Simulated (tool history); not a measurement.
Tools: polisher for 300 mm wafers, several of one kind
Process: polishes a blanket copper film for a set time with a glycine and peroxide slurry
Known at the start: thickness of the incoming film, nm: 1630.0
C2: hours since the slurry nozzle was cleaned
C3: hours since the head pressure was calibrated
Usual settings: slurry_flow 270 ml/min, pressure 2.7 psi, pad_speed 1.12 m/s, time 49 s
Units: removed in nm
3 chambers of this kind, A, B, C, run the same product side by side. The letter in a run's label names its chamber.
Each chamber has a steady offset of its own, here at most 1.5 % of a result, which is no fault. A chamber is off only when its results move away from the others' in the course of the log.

Run 1B, day 0.108: usual settings; wafers polished on this pad 688; C2 165.8; C3 213.6. Result: removed 297.61 nm.
Run 2C, day 0.225: usual settings; wafers polished on this pad 81; C2 8.1; C3 526.7. Result: removed 290.83 nm.
Run 3A, day 0.396: usual settings; wafers polished on this pad 1010; C2 274.3; C3 465.7. Result: removed 302.71 nm.
Run 4C, day 0.55: usual settings; wafers polished on this pad 158; C2 15.9; C3 534.5. Result: removed 295.96 nm.
Run 5B, day 0.733: usual settings but slurry_flow 360 ml/min, time 60 s; wafers polished on this pad 835; C2 180.8; C3 228.6. Result: removed 372.79 nm.
At day 0.862: chamber A: worn pad replaced by a new one.
Run 6A, day 0.883: usual settings but slurry_flow 360 ml/min, time 60 s; wafers polished on this pad 5; C2 286; C3 477.4. Result: removed 367.29 nm.
Run 7B, day 1.017: usual settings but slurry_flow 360 ml/min, time 60 s; wafers polished on this pad 902; C2 187.6; C3 235.4. Result: removed 380.5 nm.
Run 8A, day 1.154: usual settings; wafers polished on this pad 69; C2 292.5; C3 483.9. Result: removed 292.4 nm.
Run 9C, day 1.358: usual settings; wafers polished on this pad 348; C2 35.3; C3 553.9. Result: removed 289.7 nm.
Run 10B, day 1.458: usual settings; wafers polished on this pad 1006; C2 198.2; C3 246. Result: removed 299.72 nm.
Run 11C, day 1.558: usual settings; wafers polished on this pad 395; C2 40.1; C3 558.7. Result: removed 291.46 nm.
Run 12A, day 1.662: usual settings; wafers polished on this pad 188; C2 304.7; C3 496.1. Result: removed 297.5 nm.
Run 13C, day 1.854: usual settings; wafers polished on this pad 465; C2 47.2; C3 565.8. Result: removed 290.71 nm.
Run 14A, day 1.983: usual settings; wafers polished on this pad 264; C2 312.4; C3 503.8. Result: removed 304.23 nm.
Run 15B, day 2.146: usual settings but time 33 s; wafers polished on this pad 1167; C2 214.7; C3 262.5. Result: removed 189.26 nm.
Run 16A, day 2.254: usual settings but time 33 s; wafers polished on this pad 327; C2 318.9; C3 510.3. Result: removed 201.17 nm.
Run 17B, day 2.383: usual settings but time 33 s; wafers polished on this pad 1223; C2 220.4; C3 268.2. Result: removed 186.58 nm.
Run 18C, day 2.479: usual settings; wafers polished on this pad 612; C2 62.2; C3 580.8. Result: removed 292.12 nm.
Run 19A, day 2.571: usual settings; wafers polished on this pad 402; C2 326.5; C3 517.9. Result: removed 292.76 nm.
Run 20B, day 2.679: usual settings but slurry_flow 300 ml/min, pad_speed 0.82 m/s; wafers polished on this pad 1293; C2 227.5; C3 275.3. Result: removed 218.24 nm.

What goes on in this fleet: one chamber off, a drifting gauge, or nothing beyond the chambers' own small offsets? Name the chamber and the cause, if any.

Chamber B drifts away from the others.
Cause: head's pressure below its setpoint, % = 8.97.
The log may not tell that from: removal rate lost through wear of the pad, %; slurry flow missing at the pad, %.

Here are 4 candidates for chamber B's next run, each the usual settings with a change, their results left as question marks. Which one brings its results back in line with what the others give on the usual settings?
In line means no further than this from the other chambers' mean on the usual settings: removed 12 nm
Run 21B-1, day 2.833: usual settings but pad_speed 1.02 m/s. Result: removed ?.
Run 21B-2, day 2.833: usual settings but slurry_flow 275 ml/min, pressure 3.2 psi. Result: removed ?.
Run 21B-3, day 2.833: usual settings but slurry_flow 265 ml/min, pressure 2.5 psi, pad_speed 1.02 m/s. Result: removed ?.
Run 21B-4, day 2.833: usual settings but pressure 2.9 psi. Result: removed ?.

The other chambers' mean on the usual settings: removed 294.81 nm
  run  removed
21B-1    254.5
21B-2   317.59
21B-3    238.7
21B-4   291.72
21B-4 brings the chamber back in line.
